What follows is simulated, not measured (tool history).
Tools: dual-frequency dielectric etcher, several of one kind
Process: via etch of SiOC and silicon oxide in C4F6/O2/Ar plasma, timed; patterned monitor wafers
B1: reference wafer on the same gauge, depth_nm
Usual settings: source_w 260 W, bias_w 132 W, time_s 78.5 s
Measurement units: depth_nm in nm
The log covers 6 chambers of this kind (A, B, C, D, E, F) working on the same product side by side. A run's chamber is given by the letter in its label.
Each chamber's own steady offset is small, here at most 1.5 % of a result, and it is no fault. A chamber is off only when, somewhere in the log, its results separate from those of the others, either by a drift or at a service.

run 1F hour=2.3 | source_w=260 bias_w=132 time_s=78.5 | B1=67.683 | depth_nm=68.274
run 2C hour=5.9 | source_w=260 bias_w=132 time_s=78.5 | B1=67.708 | depth_nm=68.229
run 3E hour=9.6 | source_w=260 bias_w=132 time_s=78.5 | B1=67.782 | depth_nm=67.804
-- hour=9.7 chamber B: wet clean of the chamber
run 4B hour=13.6 | source_w=260 bias_w=132 time_s=78.5 | B1=67.706 | depth_nm=68.448
run 5A hour=17.5 | source_w=260 bias_w=132 time_s=78.5 | B1=67.754 | depth_nm=67.564
run 6D hour=19.7 | source_w=260 bias_w=132 time_s=78.5 | B1=67.675 | depth_nm=68.907
run 7D hour=22.9 | source_w=260 bias_w=132 time_s=78.5 | B1=67.677 | depth_nm=68.819
run 8B hour=25.5 | source_w=260 bias_w=132 time_s=78.5 | B1=67.685 | depth_nm=67.806
run 9F hour=27.8 | source_w=260 bias_w=144 time_s=100.5 | B1=67.672 | depth_nm=89.923
run 10A hour=31.9 | source_w=260 bias_w=144 time_s=100.5 | B1=67.713 | depth_nm=88.614
run 11C hour=35.4 | source_w=260 bias_w=144 time_s=100.5 | B1=67.7 | depth_nm=89.672
run 12E hour=39.8 | source_w=260 bias_w=144 time_s=100.5 | B1=67.721 | depth_nm=89.063
run 13A hour=43.3 | source_w=260 bias_w=144 time_s=100.5 | B1=67.698 | depth_nm=88.985
-- hour=44.3 chamber A: bias power generator calibrated
run 14B hour=46.7 | source_w=260 bias_w=144 time_s=100.5 | B1=67.68 | depth_nm=89.962
run 15C hour=48.8 | source_w=260 bias_w=158 time_s=78.5 | B1=67.63 | depth_nm=72.183
run 16D hour=50.9 | source_w=260 bias_w=158 time_s=78.5 | B1=67.658 | depth_nm=72.631
run 17F hour=54.9 | source_w=260 bias_w=158 time_s=78.5 | B1=67.684 | depth_nm=72.231
run 18E hour=57.6 | source_w=260 bias_w=158 time_s=78.5 | B1=67.66 | depth_nm=71.531
run 19C hour=61.2 | source_w=260 bias_w=158 time_s=78.5 | B1=67.671 | depth_nm=72.272
run 20E hour=63.7 | source_w=260 bias_w=158 time_s=78.5 | B1=67.711 | depth_nm=72.02
run 21A hour=66.1 | source_w=260 bias_w=132 time_s=78.5 | B1=67.682 | depth_nm=67.985
run 22B hour=70 | source_w=260 bias_w=132 time_s=78.5 | B1=67.701 | depth_nm=68.254
run 23F hour=72.4 | source_w=260 bias_w=132 time_s=78.5 | B1=67.76 | depth_nm=68.109
run 24D hour=76.7 | source_w=260 bias_w=132 time_s=78.5 | B1=67.746 | depth_nm=68.632
run 25F hour=79.6 | source_w=230 bias_w=148 time_s=78.5 | B1=67.717 | depth_nm=67.599
run 26C hour=81.9 | source_w=230 bias_w=148 time_s=78.5 | B1=67.653 | depth_nm=67.607
run 27D hour=84.8 | source_w=230 bias_w=148 time_s=78.5 | B1=67.704 | depth_nm=67.975
run 28A hour=88.4 | source_w=230 bias_w=148 time_s=78.5 | B1=67.728 | depth_nm=66.47
run 29B hour=91.7 | source_w=230 bias_w=148 time_s=78.5 | B1=67.727 | depth_nm=67.471
run 30E hour=95.6 | source_w=230 bias_w=148 time_s=78.5 | B1=67.687 | depth_nm=67.083
run 31A hour=98.2 | source_w=260 bias_w=132 time_s=78.5 | B1=67.662 | depth_nm=67.64
run 32D hour=100.1 | source_w=260 bias_w=132 time_s=78.5 | B1=67.686 | depth_nm=68.769
run 33B hour=103.6 | source_w=260 bias_w=132 time_s=78.5 | B1=67.672 | depth_nm=67.645
run 34F hour=106.9 | source_w=260 bias_w=132 time_s=78.5 | B1=67.72 | depth_nm=68.012
run 35C hour=109.8 | source_w=260 bias_w=132 time_s=78.5 | B1=67.729 | depth_nm=68.154
run 36E hour=113.3 | source_w=260 bias_w=132 time_s=78.5 | B1=67.677 | depth_nm=67.959
run 37D hour=115.9 | source_w=260 bias_w=132 time_s=78.5 | B1=67.665 | depth_nm=68.533
run 38C hour=118.6 | source_w=260 bias_w=132 time_s=78.5 | B1=67.695 | depth_nm=68.394
run 39A hour=120.9 | source_w=260 bias_w=132 time_s=78.5 | B1=67.701 | depth_nm=67.838
run 40E hour=124.9 | source_w=260 bias_w=132 time_s=78.5 | B1=67.665 | depth_nm=67.701
run 41B hour=129.2 | source_w=260 bias_w=132 time_s=78.5 | B1=67.731 | depth_nm=68.027
run 42F hour=132.5 | source_w=290 bias_w=132 time_s=59 | B1=67.673 | depth_nm=53.511

Predict what each chamber gives when all 6 of them run the settings below next.
run 43A hour=135.6 | source_w=310 bias_w=132 time_s=78.5 | depth_nm=?
run 43B hour=135.6 | source_w=310 bias_w=132 time_s=78.5 | depth_nm=?
run 43C hour=135.6 | source_w=310 bias_w=132 time_s=78.5 | depth_nm=?
run 43D hour=135.6 | source_w=310 bias_w=132 time_s=78.5 | depth_nm=?
run 43E hour=135.6 | source_w=310 bias_w=132 time_s=78.5 | depth_nm=?
run 43F hour=135.6 | source_w=310 bias_w=132 time_s=78.5 | depth_nm=?

run=43A depth_nm=72.358
run=43B depth_nm=72.806
run=43C depth_nm=72.593
run=43D depth_nm=73.896
run=43E depth_nm=72.781
run=43F depth_nm=73.367

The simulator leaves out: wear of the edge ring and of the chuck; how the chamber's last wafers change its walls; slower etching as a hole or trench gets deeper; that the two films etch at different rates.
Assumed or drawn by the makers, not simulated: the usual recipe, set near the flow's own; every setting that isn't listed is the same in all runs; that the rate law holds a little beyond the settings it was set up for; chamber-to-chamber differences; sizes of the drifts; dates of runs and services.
